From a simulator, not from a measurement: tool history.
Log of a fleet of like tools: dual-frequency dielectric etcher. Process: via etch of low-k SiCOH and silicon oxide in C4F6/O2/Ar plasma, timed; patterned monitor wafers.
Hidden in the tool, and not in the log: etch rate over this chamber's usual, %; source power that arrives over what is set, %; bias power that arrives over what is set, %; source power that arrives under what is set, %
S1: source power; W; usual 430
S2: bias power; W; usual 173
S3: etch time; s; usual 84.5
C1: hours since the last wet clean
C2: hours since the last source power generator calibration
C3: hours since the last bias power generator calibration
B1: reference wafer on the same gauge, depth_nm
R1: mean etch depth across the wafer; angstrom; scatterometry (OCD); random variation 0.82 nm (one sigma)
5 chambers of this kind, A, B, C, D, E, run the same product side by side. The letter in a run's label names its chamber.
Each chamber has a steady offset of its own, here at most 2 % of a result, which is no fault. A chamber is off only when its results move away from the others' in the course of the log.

Run 1E, hour 8.6: usual settings; C1 228.3; C2 338.1; C3 1043.6; B1 221.96. Result: R1 2403.0 angstrom.
Run 2A, hour 15.9: usual settings; C1 136.0; C2 3534.7; C3 961.7; B1 221.97. Result: R1 2380.0 angstrom.
Run 3D, hour 20.6: usual settings; C1 196.0; C2 2578.1; C3 642.6; B1 221.98. Result: R1 2453.4 angstrom.
Run 4C, hour 24.6: usual settings; C1 214.9; C2 754.2; C3 3090.1; B1 221.96. Result: R1 2415.0 angstrom.
Run 5B, hour 28.7: usual settings; C1 99.1; C2 112.8; C3 1429.8; B1 221.88. Result: R1 2417.0 angstrom.
Run 6B, hour 34.5: usual settings; C1 104.9; C2 118.6; C3 1435.6; B1 222.11. Result: R1 2429.0 angstrom.
Run 7A, hour 43.2: usual settings; C1 163.3; C2 3562.0; C3 989.0; B1 221.82. Result: R1 2387.7 angstrom.
Run 8C, hour 50.1: usual settings; C1 240.4; C2 779.7; C3 3115.6; B1 221.96. Result: R1 2417.4 angstrom.
Run 9E, hour 54.5: usual settings but S1 500 W; C1 274.2; C2 384.0; C3 1089.5; B1 222.00. Result: R1 2566.3 angstrom.
Run 10D, hour 58.4: usual settings but S1 500 W; C1 233.8; C2 2615.9; C3 680.4; B1 221.84. Result: R1 2591.7 angstrom.
Run 11A, hour 62.7: usual settings but S1 500 W; C1 182.8; C2 3581.5; C3 1008.5; B1 221.90. Result: R1 2531.8 angstrom.
Run 12E, hour 69.9: usual settings but S1 500 W; C1 289.6; C2 399.4; C3 1104.9; B1 222.12. Result: R1 2568.5 angstrom.
Run 13B, hour 76.2: usual settings but S1 500 W; C1 146.6; C2 160.3; C3 1477.3; B1 221.79. Result: R1 2572.1 angstrom.
Run 14D, hour 80.1: usual settings; C1 255.5; C2 2637.6; C3 702.1; B1 221.96. Result: R1 2451.6 angstrom.
Run 15C, hour 85.4: usual settings but S1 370 W; C1 275.7; C2 815.0; C3 3150.9; B1 221.88. Result: R1 2279.3 angstrom.
Run 16D, hour 91.8: usual settings but S1 370 W; C1 267.2; C2 2649.3; C3 713.8; B1 221.97. Result: R1 2317.7 angstrom.
Run 17C, hour 96.2: usual settings but S1 370 W; C1 286.5; C2 825.8; C3 3161.7; B1 221.94. Result: R1 2299.9 angstrom.
Run 18E, hour 101.8: usual settings but S1 370 W; C1 321.5; C2 431.3; C3 1136.8; B1 221.90. Result: R1 2281.3 angstrom.
Run 19A, hour 108.2: usual settings but S1 370 W; C1 228.3; C2 3627.0; C3 1054.0; B1 222.09. Result: R1 2255.5 angstrom.
Run 20B, hour 113.9: usual settings; C1 184.3; C2 198.0; C3 1515.0; B1 221.98. Result: R1 2422.4 angstrom.
Run 21D, hour 120.3: usual settings; C1 295.7; C2 2677.8; C3 742.3; B1 222.01. Result: R1 2449.2 angstrom.
Run 22B, hour 126.0: usual settings; C1 196.4; C2 210.1; C3 1527.1; B1 221.73. Result: R1 2427.6 angstrom.
Run 23A, hour 134.9: usual settings; C1 255.0; C2 3653.7; C3 1080.7; B1 221.99. Result: R1 2385.3 angstrom.
Run 24C, hour 139.3: usual settings; C1 329.6; C2 868.9; C3 3204.8; B1 221.95. Result: R1 2463.6 angstrom.
Run 25E, hour 143.9: usual settings; C1 363.6; C2 473.4; C3 1178.9; B1 221.85. Result: R1 2414.8 angstrom.
Run 26B, hour 151.8: usual settings but S2 156 W, S3 67.0 s; C1 222.2; C2 235.9; C3 1552.9; B1 221.91. Result: R1 1844.6 angstrom.
Run 27E, hour 157.5: usual settings but S2 156 W, S3 67.0 s; C1 377.2; C2 487.0; C3 1192.5; B1 221.91. Result: R1 1852.5 angstrom.
Run 28D, hour 163.1: usual settings but S2 156 W, S3 67.0 s; C1 338.5; C2 2720.6; C3 785.1; B1 222.04. Result: R1 1885.7 angstrom.
Run 29A, hour 167.1: usual settings but S2 156 W, S3 67.0 s; C1 287.2; C2 3685.9; C3 1112.9; B1 221.94. Result: R1 1817.9 angstrom.
Run 30C, hour 174.8: usual settings but S2 156 W, S3 67.0 s; C1 365.1; C2 904.4; C3 3240.3; B1 222.05. Result: R1 1883.3 angstrom.
Run 31D, hour 181.3: usual settings; C1 356.7; C2 2738.8; C3 803.3; B1 221.94. Result: R1 2448.8 angstrom.
Run 32E, hour 185.7: usual settings; C1 405.4; C2 515.2; C3 1220.7; B1 222.08. Result: R1 2433.3 angstrom.
Run 33B, hour 190.7: usual settings but S1 530 W; C1 261.1; C2 274.8; C3 1591.8; B1 221.93. Result: R1 2641.9 angstrom.
Run 34A, hour 199.4: usual settings but S1 530 W; C1 319.5; C2 3718.2; C3 1145.2; B1 222.05. Result: R1 2576.7 angstrom.
Run 35C, hour 205.9: usual settings but S1 530 W; C1 396.2; C2 935.5; C3 3271.4; B1 221.98. Result: R1 2680.6 angstrom.
Run 36D, hour 212.9: usual settings but S1 530 W; C1 388.3; C2 2770.4; C3 834.9; B1 221.89. Result: R1 2648.6 angstrom.
Run 37B, hour 219.7: usual settings but S1 530 W; C1 290.1; C2 303.8; C3 1620.8; B1 221.95. Result: R1 2637.1 angstrom.
Run 38A, hour 227.9: usual settings; C1 348.0; C2 3746.7; C3 1173.7; B1 222.06. Result: R1 2376.8 angstrom.
Run 39C, hour 234.4: usual settings; C1 424.7; C2 964.0; C3 3299.9; B1 222.20. Result: R1 2464.8 angstrom.
Run 40E, hour 240.4: usual settings; C1 460.1; C2 569.9; C3 1275.4; B1 221.93. Result: R1 2413.7 angstrom.

Is one chamber off against the others, does the gauge drift, or is nothing wrong? If a chamber is off, say which, and what the likeliest cause is.

Chamber C drifts away from the others.
Cause: etch rate over this chamber's usual, % = 2.26.
The log may not tell that from: source power that arrives over what is set, %.

Here are 4 candidates for chamber C's next run, each the usual settings with a change, their results left as question marks. Which one brings its results back in line with what the others give on the usual settings?
In line means no further than this from the other chambers' mean on the usual settings: R1 29.0 angstrom
Run 41C-1, hour 246.8: usual settings but S3 88.0 s. Result: R1 ?.
Run 41C-2, hour 246.8: usual settings but S2 161 W. Result: R1 ?.
Run 41C-3, hour 246.8: usual settings but S3 81.0 s. Result: R1 ?.
Run 41C-4, hour 246.8: usual settings but S2 174 W, S3 86.0 s. Result: R1 ?.

The other chambers' mean on the usual settings: R1 2418.2 angstrom
  run      R1
41C-1  2563.5
41C-2  2408.0
41C-3  2359.6
41C-4  2509.8
41C-2 brings the chamber back in line.
